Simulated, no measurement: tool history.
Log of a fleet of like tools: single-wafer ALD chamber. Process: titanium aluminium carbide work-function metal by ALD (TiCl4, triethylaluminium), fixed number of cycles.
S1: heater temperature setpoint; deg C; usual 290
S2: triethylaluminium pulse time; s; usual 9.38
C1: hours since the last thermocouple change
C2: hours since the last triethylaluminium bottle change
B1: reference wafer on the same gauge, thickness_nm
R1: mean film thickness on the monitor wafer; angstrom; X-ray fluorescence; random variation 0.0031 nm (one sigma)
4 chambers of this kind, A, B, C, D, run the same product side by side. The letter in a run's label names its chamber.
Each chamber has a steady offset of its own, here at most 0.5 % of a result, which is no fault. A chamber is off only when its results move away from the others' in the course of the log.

| run | hour | S1 | S2 | C1 | C2 | B1 | R1 |
|---|---|---|---|---|---|---|---|
| 1C | 5.2 | 290 | 9.38 | 1857.6 | 554.1 | 2.0304 | 18.889 |
| 2A | 9.9 | 290 | 9.38 | 812.7 | 853.5 | 2.0307 | 18.899 |
| 3D | 14.5 | 290 | 9.38 | 606.6 | 788.2 | 2.0302 | 18.992 |
|  | 16.8 | chamber D: triethylaluminium bottle replaced |
| 4B | 20.4 | 290 | 9.38 | 661.4 | 666.7 | 2.0312 | 18.954 |
| 5D | 25.8 | 290 | 9.38 | 617.9 | 9.0 | 2.0309 | 19.028 |
| 6C | 33.2 | 290 | 9.38 | 1885.6 | 582.1 | 2.0311 | 18.964 |
| 7A | 41.0 | 277 | 10.83 | 843.8 | 884.6 | 2.0322 | 18.115 |
| 8B | 47.2 | 277 | 10.83 | 688.2 | 693.5 | 2.0327 | 18.152 |
| 9A | 53.0 | 277 | 10.83 | 855.8 | 896.6 | 2.0335 | 18.104 |
| 10D | 56.9 | 277 | 10.83 | 649.0 | 40.1 | 2.0326 | 18.231 |
| 11C | 64.3 | 290 | 9.38 | 1916.7 | 613.2 | 2.0333 | 18.889 |
| 12B | 69.1 | 290 | 9.38 | 710.1 | 715.4 | 2.0345 | 18.977 |
| 13B | 76.6 | 290 | 9.38 | 717.6 | 722.9 | 2.0347 | 19.014 |
| 14C | 82.5 | 290 | 9.38 | 1934.9 | 631.4 | 2.0343 | 18.908 |
| 15D | 90.3 | 290 | 9.38 | 682.4 | 73.5 | 2.0349 | 19.114 |
| 16A | 98.8 | 290 | 9.38 | 901.6 | 942.4 | 2.0355 | 18.973 |
| 17C | 104.5 | 290 | 9.38 | 1956.9 | 653.4 | 2.0359 | 18.954 |
| 18D | 109.8 | 290 | 9.38 | 701.9 | 93.0 | 2.0358 | 19.092 |
| 19B | 113.5 | 290 | 9.38 | 754.5 | 759.8 | 2.0368 | 19.016 |
| 20A | 118.9 | 290 | 9.38 | 921.7 | 962.5 | 2.0377 | 19.030 |
|  | 120.9 | chamber A: triethylaluminium bottle replaced |
| 21D | 126.4 | 290 | 9.38 | 718.5 | 109.6 | 2.0370 | 19.175 |
| 22B | 130.6 | 290 | 9.38 | 771.6 | 776.9 | 2.0375 | 19.071 |
| 23A | 136.1 | 290 | 12.29 | 938.9 | 15.2 | 2.0378 | 19.477 |
| 24C | 142.4 | 290 | 12.29 | 1994.8 | 691.3 | 2.0384 | 19.466 |
| 25D | 150.1 | 290 | 12.29 | 742.2 | 133.3 | 2.0378 | 19.615 |
| 26A | 154.6 | 290 | 12.29 | 957.4 | 33.7 | 2.0390 | 19.486 |
| 27C | 162.3 | 290 | 9.38 | 2014.7 | 711.2 | 2.0395 | 19.007 |
| 28B | 169.3 | 290 | 9.38 | 810.3 | 815.6 | 2.0396 | 19.042 |
| 29B | 174.4 | 296 | 12.68 | 815.4 | 820.7 | 2.0391 | 20.123 |
| 30D | 180.3 | 296 | 12.68 | 772.4 | 163.5 | 2.0397 | 20.219 |
| 31A | 188.6 | 296 | 12.68 | 991.4 | 67.7 | 2.0402 | 20.098 |
| 32C | 195.4 | 296 | 12.68 | 2047.8 | 744.3 | 2.0409 | 20.018 |
| 33A | 202.2 | 290 | 9.38 | 1005.0 | 81.3 | 2.0412 | 19.039 |
| 34C | 209.7 | 290 | 9.38 | 2062.1 | 758.6 | 2.0416 | 18.984 |
| 35B | 213.8 | 303 | 5.73 | 854.8 | 860.1 | 2.0414 | 18.183 |
| 36D | 221.1 | 303 | 5.73 | 813.2 | 204.3 | 2.0428 | 18.093 |
| 37B | 225.3 | 303 | 5.73 | 866.3 | 871.6 | 2.0431 | 18.215 |
| 38D | 230.6 | 303 | 5.73 | 822.7 | 213.8 | 2.0425 | 18.144 |
| 39A | 234.9 | 295 | 7.82 | 1037.7 | 114.0 | 2.0420 | 18.927 |
| 40C | 240.4 | 295 | 7.82 | 2092.8 | 789.3 | 2.0433 | 18.874 |

Is one chamber off against the others, does the gauge drift, or is nothing wrong? If a chamber is off, say which, and what the likeliest cause is.

The gauge drifts, so all chambers seem to drift together. No chamber is off.
Cause: gauge reads high (%) = 0.676.
